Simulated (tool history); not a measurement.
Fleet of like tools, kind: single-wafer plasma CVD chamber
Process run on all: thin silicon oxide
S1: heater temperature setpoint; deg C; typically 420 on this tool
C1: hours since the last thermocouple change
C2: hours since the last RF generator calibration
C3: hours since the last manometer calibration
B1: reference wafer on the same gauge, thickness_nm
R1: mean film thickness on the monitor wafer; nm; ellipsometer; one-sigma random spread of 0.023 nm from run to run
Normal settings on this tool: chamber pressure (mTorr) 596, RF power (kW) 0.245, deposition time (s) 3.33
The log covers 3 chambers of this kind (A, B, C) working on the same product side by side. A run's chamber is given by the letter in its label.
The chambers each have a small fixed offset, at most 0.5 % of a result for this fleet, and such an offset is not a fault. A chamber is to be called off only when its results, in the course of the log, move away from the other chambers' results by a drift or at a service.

run 1A hour=7.4 | S1=420 chamber_pressure_(mTorr)=596 RF_power_(kW)=0.245 deposition_time_(s)=3.33 | C1=939.3 C2=242.0 C3=1214.6 | B1=3.9551 | R1=4.0087
run 2B hour=17.2 | S1=420 chamber_pressure_(mTorr)=596 RF_power_(kW)=0.245 deposition_time_(s)=3.33 | C1=798.6 C2=155.5 C3=331.3 | B1=3.9474 | R1=4.0691
run 3C hour=26.1 | S1=420 chamber_pressure_(mTorr)=596 RF_power_(kW)=0.245 deposition_time_(s)=3.33 | C1=1127.1 C2=64.4 C3=2186.2 | B1=3.9449 | R1=4.0826
run 4C hour=32.2 | S1=420 chamber_pressure_(mTorr)=596 RF_power_(kW)=0.245 deposition_time_(s)=3.33 | C1=1133.2 C2=70.5 C3=2192.3 | B1=3.9442 | R1=4.0918
run 5A hour=39.9 | S1=420 chamber_pressure_(mTorr)=596 RF_power_(kW)=0.245 deposition_time_(s)=3.33 | C1=971.8 C2=274.5 C3=1247.1 | B1=3.9481 | R1=4.0651
run 6B hour=44.4 | S1=420 chamber_pressure_(mTorr)=596 RF_power_(kW)=0.245 deposition_time_(s)=3.33 | C1=825.8 C2=182.7 C3=358.5 | B1=3.9493 | R1=4.0639
run 7A hour=49.9 | S1=420 chamber_pressure_(mTorr)=596 RF_power_(kW)=0.245 deposition_time_(s)=3.33 | C1=981.8 C2=284.5 C3=1257.1 | B1=3.9534 | R1=4.0426
run 8B hour=56.1 | S1=420 chamber_pressure_(mTorr)=596 RF_power_(kW)=0.245 deposition_time_(s)=3.33 | C1=837.5 C2=194.4 C3=370.2 | B1=3.9491 | R1=4.0597
run 9C hour=61.0 | S1=420 chamber_pressure_(mTorr)=596 RF_power_(kW)=0.245 deposition_time_(s)=3.33 | C1=1162.0 C2=99.3 C3=2221.1 | B1=3.9464 | R1=4.0652
run 10C hour=70.8 | S1=420 chamber_pressure_(mTorr)=596 RF_power_(kW)=0.245 deposition_time_(s)=3.33 | C1=1171.8 C2=109.1 C3=2230.9 | B1=3.9531 | R1=4.0685
run 11B hour=79.7 | S1=420 chamber_pressure_(mTorr)=596 RF_power_(kW)=0.245 deposition_time_(s)=3.33 | C1=861.1 C2=218.0 C3=393.8 | B1=3.9483 | R1=4.0697
run 12A hour=85.9 | S1=420 chamber_pressure_(mTorr)=596 RF_power_(kW)=0.245 deposition_time_(s)=3.33 | C1=1017.8 C2=320.5 C3=1293.1 | B1=3.9491 | R1=4.0353
run 13C hour=94.6 | S1=420 chamber_pressure_(mTorr)=596 RF_power_(kW)=0.245 deposition_time_(s)=3.33 | C1=1195.6 C2=132.9 C3=2254.7 | B1=3.9424 | R1=4.1086
run 14A hour=104.3 | S1=420 chamber_pressure_(mTorr)=596 RF_power_(kW)=0.245 deposition_time_(s)=3.33 | C1=1036.2 C2=338.9 C3=1311.5 | B1=3.9505 | R1=4.1286
run 15B hour=112.1 | S1=420 chamber_pressure_(mTorr)=596 RF_power_(kW)=0.245 deposition_time_(s)=3.33 | C1=893.5 C2=250.4 C3=426.2 | B1=3.9478 | R1=4.0862
-- hour=115.5 chamber A: capacitance manometer re-zeroed and calibrated
run 16C hour=120.8 | S1=420 chamber_pressure_(mTorr)=596 RF_power_(kW)=0.245 deposition_time_(s)=3.33 | C1=1221.8 C2=159.1 C3=2280.9 | B1=3.9498 | R1=4.1012
-- hour=122.4 chamber C: thermocouple changed; heater temperature recalibrated
run 17B hour=130.5 | S1=432 chamber_pressure_(mTorr)=596 RF_power_(kW)=0.200 deposition_time_(s)=3.33 | C1=911.9 C2=268.8 C3=444.6 | B1=3.9475 | R1=3.6919
run 18A hour=138.9 | S1=432 chamber_pressure_(mTorr)=596 RF_power_(kW)=0.200 deposition_time_(s)=3.33 | C1=1070.8 C2=373.5 C3=23.4 | B1=3.9511 | R1=3.6603
run 19A hour=146.5 | S1=432 chamber_pressure_(mTorr)=596 RF_power_(kW)=0.200 deposition_time_(s)=3.33 | C1=1078.4 C2=381.1 C3=31.0 | B1=3.9503 | R1=3.6429
run 20C hour=156.0 | S1=420 chamber_pressure_(mTorr)=596 RF_power_(kW)=0.245 deposition_time_(s)=3.33 | C1=33.7 C2=194.3 C3=2316.1 | B1=3.9466 | R1=4.0683
run 21B hour=160.7 | S1=420 chamber_pressure_(mTorr)=726 RF_power_(kW)=0.215 deposition_time_(s)=3.33 | C1=942.1 C2=299.0 C3=474.8 | B1=3.9553 | R1=4.7646
run 22C hour=168.8 | S1=420 chamber_pressure_(mTorr)=726 RF_power_(kW)=0.215 deposition_time_(s)=3.33 | C1=46.5 C2=207.1 C3=2328.9 | B1=3.9518 | R1=4.7264
run 23A hour=175.7 | S1=420 chamber_pressure_(mTorr)=726 RF_power_(kW)=0.215 deposition_time_(s)=3.33 | C1=1107.6 C2=410.3 C3=60.2 | B1=3.9509 | R1=4.7765
run 24B hour=183.9 | S1=420 chamber_pressure_(mTorr)=596 RF_power_(kW)=0.245 deposition_time_(s)=3.33 | C1=965.3 C2=322.2 C3=498.0 | B1=3.9540 | R1=4.1021
run 25B hour=193.0 | S1=420 chamber_pressure_(mTorr)=596 RF_power_(kW)=0.245 deposition_time_(s)=3.33 | C1=974.4 C2=331.3 C3=507.1 | B1=3.9498 | R1=4.0896
run 26C hour=201.0 | S1=420 chamber_pressure_(mTorr)=596 RF_power_(kW)=0.245 deposition_time_(s)=3.33 | C1=78.7 C2=239.3 C3=2361.1 | B1=3.9485 | R1=4.0516
run 27A hour=207.3 | S1=420 chamber_pressure_(mTorr)=596 RF_power_(kW)=0.245 deposition_time_(s)=3.33 | C1=1139.2 C2=441.9 C3=91.8 | B1=3.9487 | R1=4.0546
run 28A hour=211.8 | S1=420 chamber_pressure_(mTorr)=596 RF_power_(kW)=0.245 deposition_time_(s)=3.33 | C1=1143.7 C2=446.4 C3=96.3 | B1=3.9502 | R1=4.0454
run 29C hour=216.9 | S1=420 chamber_pressure_(mTorr)=716 RF_power_(kW)=0.245 deposition_time_(s)=2.83 | C1=94.6 C2=255.2 C3=2377.0 | B1=3.9478 | R1=4.2206
run 30B hour=223.8 | S1=420 chamber_pressure_(mTorr)=716 RF_power_(kW)=0.245 deposition_time_(s)=2.83 | C1=1005.2 C2=362.1 C3=537.9 | B1=3.9419 | R1=4.1949
run 31C hour=232.4 | S1=420 chamber_pressure_(mTorr)=716 RF_power_(kW)=0.245 deposition_time_(s)=2.83 | C1=110.1 C2=270.7 C3=2392.5 | B1=3.9439 | R1=4.1719
run 32A hour=237.0 | S1=407 chamber_pressure_(mTorr)=549 RF_power_(kW)=0.245 deposition_time_(s)=3.33 | C1=1168.9 C2=471.6 C3=121.5 | B1=3.9488 | R1=3.7353
run 33B hour=244.9 | S1=407 chamber_pressure_(mTorr)=549 RF_power_(kW)=0.245 deposition_time_(s)=3.33 | C1=1026.3 C2=383.2 C3=559.0 | B1=3.9499 | R1=3.7524

Does one chamber stand apart from the rest, does the shared gauge drift, or is all well apart from small per-chamber offsets? Give the chamber and the most likely cause, where there is one.

No chamber is off and the gauge is stable; the differences are just each chamber's small, constant offset.
